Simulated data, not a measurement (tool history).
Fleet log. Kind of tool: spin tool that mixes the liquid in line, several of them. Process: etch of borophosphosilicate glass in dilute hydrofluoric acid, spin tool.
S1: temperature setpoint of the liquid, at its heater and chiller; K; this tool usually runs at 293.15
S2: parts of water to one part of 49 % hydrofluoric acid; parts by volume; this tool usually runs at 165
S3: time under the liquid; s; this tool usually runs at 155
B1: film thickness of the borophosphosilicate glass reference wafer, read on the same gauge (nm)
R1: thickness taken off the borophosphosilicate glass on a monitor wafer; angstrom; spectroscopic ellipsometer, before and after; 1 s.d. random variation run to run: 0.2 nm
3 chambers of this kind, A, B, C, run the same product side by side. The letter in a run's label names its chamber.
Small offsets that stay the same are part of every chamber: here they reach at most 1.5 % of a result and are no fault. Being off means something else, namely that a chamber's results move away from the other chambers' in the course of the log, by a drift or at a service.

run 1A hour=5.8 | S1=293.15 S2=165 S3=155 | B1=120 | R1=229.59
run 2B hour=13.3 | S1=293.15 S2=165 S3=155 | B1=119.98 | R1=227.97
run 3C hour=24.1 | S1=293.15 S2=165 S3=155 | B1=120 | R1=231.68
run 4B hour=30.6 | S1=293.15 S2=165 S3=155 | B1=120.01 | R1=226.15
run 5C hour=39.5 | S1=293.15 S2=165 S3=155 | B1=120 | R1=230.18
run 6A hour=49.6 | S1=293.15 S2=165 S3=155 | B1=119.99 | R1=226.74
run 7A hour=57.2 | S1=293.15 S2=165 S3=155 | B1=119.99 | R1=222.57
run 8C hour=63.1 | S1=293.15 S2=165 S3=155 | B1=120.01 | R1=230.65
run 9B hour=74.5 | S1=290.15 S2=215 S3=155 | B1=119.99 | R1=147.19
run 10B hour=84.7 | S1=290.15 S2=215 S3=155 | B1=120.01 | R1=147.83
run 11A hour=95.9 | S1=290.15 S2=215 S3=155 | B1=120.01 | R1=146.51
run 12C hour=103.7 | S1=293.15 S2=165 S3=155 | B1=120.01 | R1=228.49
run 13B hour=113.3 | S1=293.15 S2=165 S3=155 | B1=120 | R1=224.85
run 14A hour=120.2 | S1=293.15 S2=165 S3=155 | B1=119.99 | R1=224.98
run 15C hour=128.8 | S1=293.15 S2=165 S3=155 | B1=120 | R1=229.48
run 16A hour=138 | S1=293.15 S2=165 S3=155 | B1=120 | R1=226.77
run 17B hour=147 | S1=293.15 S2=165 S3=105 | B1=119.99 | R1=152.68
run 18C hour=152.7 | S1=293.15 S2=165 S3=105 | B1=120 | R1=158.5
run 19C hour=158 | S1=293.15 S2=165 S3=105 | B1=120 | R1=155.84
run 20A hour=165.1 | S1=293.15 S2=165 S3=155 | B1=120.01 | R1=225.06
run 21B hour=173.5 | S1=293.15 S2=165 S3=155 | B1=120.01 | R1=220.64
run 22C hour=181.7 | S1=293.15 S2=165 S3=155 | B1=120.01 | R1=228.65
run 23B hour=192.5 | S1=293.15 S2=165 S3=155 | B1=120 | R1=221.64
run 24A hour=202.1 | S1=293.15 S2=165 S3=155 | B1=119.99 | R1=225.14
run 25B hour=213.1 | S1=293.15 S2=165 S3=155 | B1=120 | R1=216.42
run 26A hour=222.3 | S1=293.15 S2=165 S3=155 | B1=120 | R1=224.72
run 27C hour=231.2 | S1=293.15 S2=165 S3=155 | B1=120 | R1=226.59
run 28C hour=237.3 | S1=293.15 S2=165 S3=155 | B1=120.02 | R1=230.77
run 29A hour=244.5 | S1=293.15 S2=165 S3=155 | B1=120.01 | R1=228.29
run 30B hour=254.5 | S1=293.15 S2=165 S3=155 | B1=119.99 | R1=216.49
run 31B hour=260.6 | S1=293.15 S2=165 S3=155 | B1=120.02 | R1=215.79
run 32C hour=267.8 | S1=293.15 S2=165 S3=155 | B1=119.99 | R1=230.22
run 33A hour=273.5 | S1=293.15 S2=165 S3=155 | B1=120 | R1=223.94
run 34C hour=279.2 | S1=293.15 S2=165 S3=155 | B1=119.98 | R1=228.71
run 35A hour=287.3 | S1=293.15 S2=165 S3=155 | B1=120.01 | R1=227.05
run 36B hour=294.7 | S1=293.15 S2=165 S3=155 | B1=120.02 | R1=213.73
run 37A hour=306.2 | S1=293.15 S2=165 S3=155 | B1=120 | R1=223.61
run 38B hour=314.8 | S1=293.15 S2=240 S3=155 | B1=119.99 | R1=133.27
run 39C hour=321.7 | S1=293.15 S2=240 S3=155 | B1=120.01 | R1=149.05
run 40A hour=332.2 | S1=293.15 S2=240 S3=155 | B1=120.02 | R1=142.59
run 41C hour=343.3 | S1=293.15 S2=165 S3=155 | B1=120 | R1=227.76
run 42B hour=352.2 | S1=293.15 S2=165 S3=155 | B1=120.03 | R1=212.06
run 43B hour=362 | S1=293.15 S2=165 S3=155 | B1=120 | R1=209.25

Next, all 3 chambers run the settings below, one line each with question marks for the results. What does each chamber give?
run 44A hour=370.2 | S1=293.15 S2=165 S3=155 | R1=?
run 44B hour=370.2 | S1=293.15 S2=165 S3=155 | R1=?
run 44C hour=370.2 | S1=293.15 S2=165 S3=155 | R1=?

run=44A R1=226.53
run=44B R1=210.8
run=44C R1=231.32

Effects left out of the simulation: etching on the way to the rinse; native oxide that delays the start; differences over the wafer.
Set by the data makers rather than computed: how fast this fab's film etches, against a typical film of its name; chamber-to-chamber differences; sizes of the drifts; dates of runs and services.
